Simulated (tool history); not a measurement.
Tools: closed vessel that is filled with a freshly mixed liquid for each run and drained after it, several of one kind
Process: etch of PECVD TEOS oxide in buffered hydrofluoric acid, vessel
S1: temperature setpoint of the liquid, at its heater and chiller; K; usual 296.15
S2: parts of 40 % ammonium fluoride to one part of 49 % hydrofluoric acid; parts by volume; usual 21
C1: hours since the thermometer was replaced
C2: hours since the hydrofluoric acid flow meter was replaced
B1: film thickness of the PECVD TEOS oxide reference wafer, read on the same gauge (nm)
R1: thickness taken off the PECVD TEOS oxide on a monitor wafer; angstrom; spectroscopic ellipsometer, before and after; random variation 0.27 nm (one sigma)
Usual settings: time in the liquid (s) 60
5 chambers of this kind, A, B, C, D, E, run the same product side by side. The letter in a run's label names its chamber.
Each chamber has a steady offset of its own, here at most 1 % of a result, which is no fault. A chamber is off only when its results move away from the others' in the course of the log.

run 1C hour=7.9 | S1=296.15 S2=21 time_in_the_liquid_(s)=60 | C1=852.1 C2=1521.6 | B1=80.035 | R1=527.92
run 2E hour=13 | S1=296.15 S2=21 time_in_the_liquid_(s)=60 | C1=660.6 C2=701.7 | B1=79.996 | R1=534.65
run 3A hour=17.4 | S1=296.15 S2=21 time_in_the_liquid_(s)=60 | C1=1357.9 C2=1426.4 | B1=80.023 | R1=535.62
run 4B hour=25.5 | S1=296.15 S2=21 time_in_the_liquid_(s)=60 | C1=587.3 C2=673.6 | B1=79.981 | R1=531.86
run 5D hour=33.3 | S1=296.15 S2=21 time_in_the_liquid_(s)=60 | C1=1041.4 C2=157.3 | B1=80.011 | R1=537.69
run 6A hour=41.3 | S1=296.15 S2=21 time_in_the_liquid_(s)=60 | C1=1381.8 C2=1450.3 | B1=79.975 | R1=535.15
run 7C hour=47.2 | S1=294.15 S2=25 time_in_the_liquid_(s)=60 | C1=891.4 C2=1560.9 | B1=79.973 | R1=421.95
run 8B hour=53.7 | S1=294.15 S2=25 time_in_the_liquid_(s)=60 | C1=615.5 C2=701.8 | B1=80.004 | R1=424.01
run 9E hour=61.4 | S1=294.15 S2=25 time_in_the_liquid_(s)=60 | C1=709 C2=750.1 | B1=79.999 | R1=428.01
run 10D hour=66.2 | S1=294.15 S2=25 time_in_the_liquid_(s)=60 | C1=1074.3 C2=190.2 | B1=79.999 | R1=428.11
-- hour=71.9 chamber E: hydrofluoric acid flow meter replaced
run 11D hour=74.5 | S1=294.15 S2=25 time_in_the_liquid_(s)=60 | C1=1082.6 C2=198.5 | B1=80.019 | R1=428.83
run 12A hour=78.7 | S1=296.15 S2=21 time_in_the_liquid_(s)=60 | C1=1419.2 C2=1487.7 | B1=80.007 | R1=537.64
run 13B hour=83.7 | S1=296.15 S2=24 time_in_the_liquid_(s)=60 | C1=645.5 C2=731.8 | B1=80.006 | R1=485.2
run 14E hour=91.2 | S1=296.15 S2=24 time_in_the_liquid_(s)=60 | C1=738.8 C2=19.3 | B1=79.975 | R1=492.66
run 15C hour=97.4 | S1=296.15 S2=24 time_in_the_liquid_(s)=60 | C1=941.6 C2=1611.1 | B1=79.996 | R1=487.14
run 16C hour=106.3 | S1=296.15 S2=24 time_in_the_liquid_(s)=60 | C1=950.5 C2=1620 | B1=79.997 | R1=485.09
run 17A hour=112.3 | S1=296.15 S2=24 time_in_the_liquid_(s)=60 | C1=1452.8 C2=1521.3 | B1=79.968 | R1=486.48
run 18D hour=118 | S1=296.15 S2=21 time_in_the_liquid_(s)=60 | C1=1126.1 C2=242 | B1=80.018 | R1=534.22
run 19E hour=123.1 | S1=296.15 S2=21 time_in_the_liquid_(s)=60 | C1=770.7 C2=51.2 | B1=79.978 | R1=539.45
run 20B hour=129.2 | S1=296.15 S2=21 time_in_the_liquid_(s)=60 | C1=691 C2=777.3 | B1=79.997 | R1=521.97
run 21D hour=135.9 | S1=296.15 S2=21 time_in_the_liquid_(s)=60 | C1=1144 C2=259.9 | B1=80.035 | R1=538.96
run 22B hour=140.3 | S1=296.15 S2=21 time_in_the_liquid_(s)=60 | C1=702.1 C2=788.4 | B1=80.024 | R1=519.11
run 23E hour=147.6 | S1=296.15 S2=21 time_in_the_liquid_(s)=60 | C1=795.2 C2=75.7 | B1=80.029 | R1=535.74
run 24C hour=152.6 | S1=296.15 S2=21 time_in_the_liquid_(s)=60 | C1=996.8 C2=1666.3 | B1=79.998 | R1=529.28
run 25A hour=161.5 | S1=296.15 S2=21 time_in_the_liquid_(s)=60 | C1=1502 C2=1570.5 | B1=79.996 | R1=534.53
run 26A hour=165.6 | S1=296.15 S2=21 time_in_the_liquid_(s)=60 | C1=1506.1 C2=1574.6 | B1=79.994 | R1=539.86
run 27D hour=173.8 | S1=296.15 S2=21 time_in_the_liquid_(s)=60 | C1=1181.9 C2=297.8 | B1=79.982 | R1=539.76
run 28B hour=181.1 | S1=296.15 S2=21 time_in_the_liquid_(s)=60 | C1=742.9 C2=829.2 | B1=80.012 | R1=515.26
run 29C hour=186.3 | S1=296.15 S2=21 time_in_the_liquid_(s)=60 | C1=1030.5 C2=1700 | B1=79.981 | R1=530.34
run 30E hour=191.1 | S1=296.15 S2=21 time_in_the_liquid_(s)=60 | C1=838.7 C2=119.2 | B1=79.995 | R1=535.25
run 31B hour=195.6 | S1=296.15 S2=21 time_in_the_liquid_(s)=60 | C1=757.4 C2=843.7 | B1=79.995 | R1=511.01
run 32A hour=202.3 | S1=296.15 S2=21 time_in_the_liquid_(s)=60 | C1=1542.8 C2=1611.3 | B1=80.026 | R1=536.42
run 33D hour=207.9 | S1=296.15 S2=21 time_in_the_liquid_(s)=60 | C1=1216 C2=331.9 | B1=79.984 | R1=537.74
run 34C hour=216.6 | S1=296.15 S2=21 time_in_the_liquid_(s)=60 | C1=1060.8 C2=1730.3 | B1=80.039 | R1=530.14
run 35E hour=222 | S1=296.15 S2=21 time_in_the_liquid_(s)=60 | C1=869.6 C2=150.1 | B1=80.02 | R1=536.74
run 36C hour=231 | S1=296.15 S2=21 time_in_the_liquid_(s)=60 | C1=1075.2 C2=1744.7 | B1=79.989 | R1=530.11
run 37A hour=240.5 | S1=296.15 S2=21 time_in_the_liquid_(s)=75 | C1=1581 C2=1649.5 | B1=79.994 | R1=669.53
run 38B hour=247.2 | S1=296.15 S2=21 time_in_the_liquid_(s)=75 | C1=809 C2=895.3 | B1=79.957 | R1=628.81

Is one chamber off against the others, does the gauge drift, or is nothing wrong? If a chamber is off, say which, and what the likeliest cause is.

Chamber B drifts away from the others.
Cause: liquid colder than its thermometer reads (K) = 0.968.
The log may not tell that from: hydrofluoric acid flow below the setpoint (%).

Here are 4 candidates for chamber B's next run, each the usual settings with a change, their results left as question marks. Which one brings its results back in line with what the others give on the usual settings?
In line means no further than this from the other chambers' mean on the usual settings: R1 9.3 angstrom
run 39B-1 hour=254.1 | S1=296.15 S2=19.5 time_in_the_liquid_(s)=60 | R1=?
run 39B-2 hour=254.1 | S1=297.15 S2=19.5 time_in_the_liquid_(s)=60 | R1=?
run 39B-3 hour=254.1 | S1=296.15 S2=23 time_in_the_liquid_(s)=60 | R1=?
run 39B-4 hour=254.1 | S1=296.15 S2=25 time_in_the_liquid_(s)=60 | R1=?

The other chambers' mean on the usual settings: R1 535.13 angstrom
run=39B-1 R1=535.21
run=39B-2 R1=565.92
run=39B-3 R1=473.44
run=39B-4 R1=446.75
39B-1 brings the chamber back in line.

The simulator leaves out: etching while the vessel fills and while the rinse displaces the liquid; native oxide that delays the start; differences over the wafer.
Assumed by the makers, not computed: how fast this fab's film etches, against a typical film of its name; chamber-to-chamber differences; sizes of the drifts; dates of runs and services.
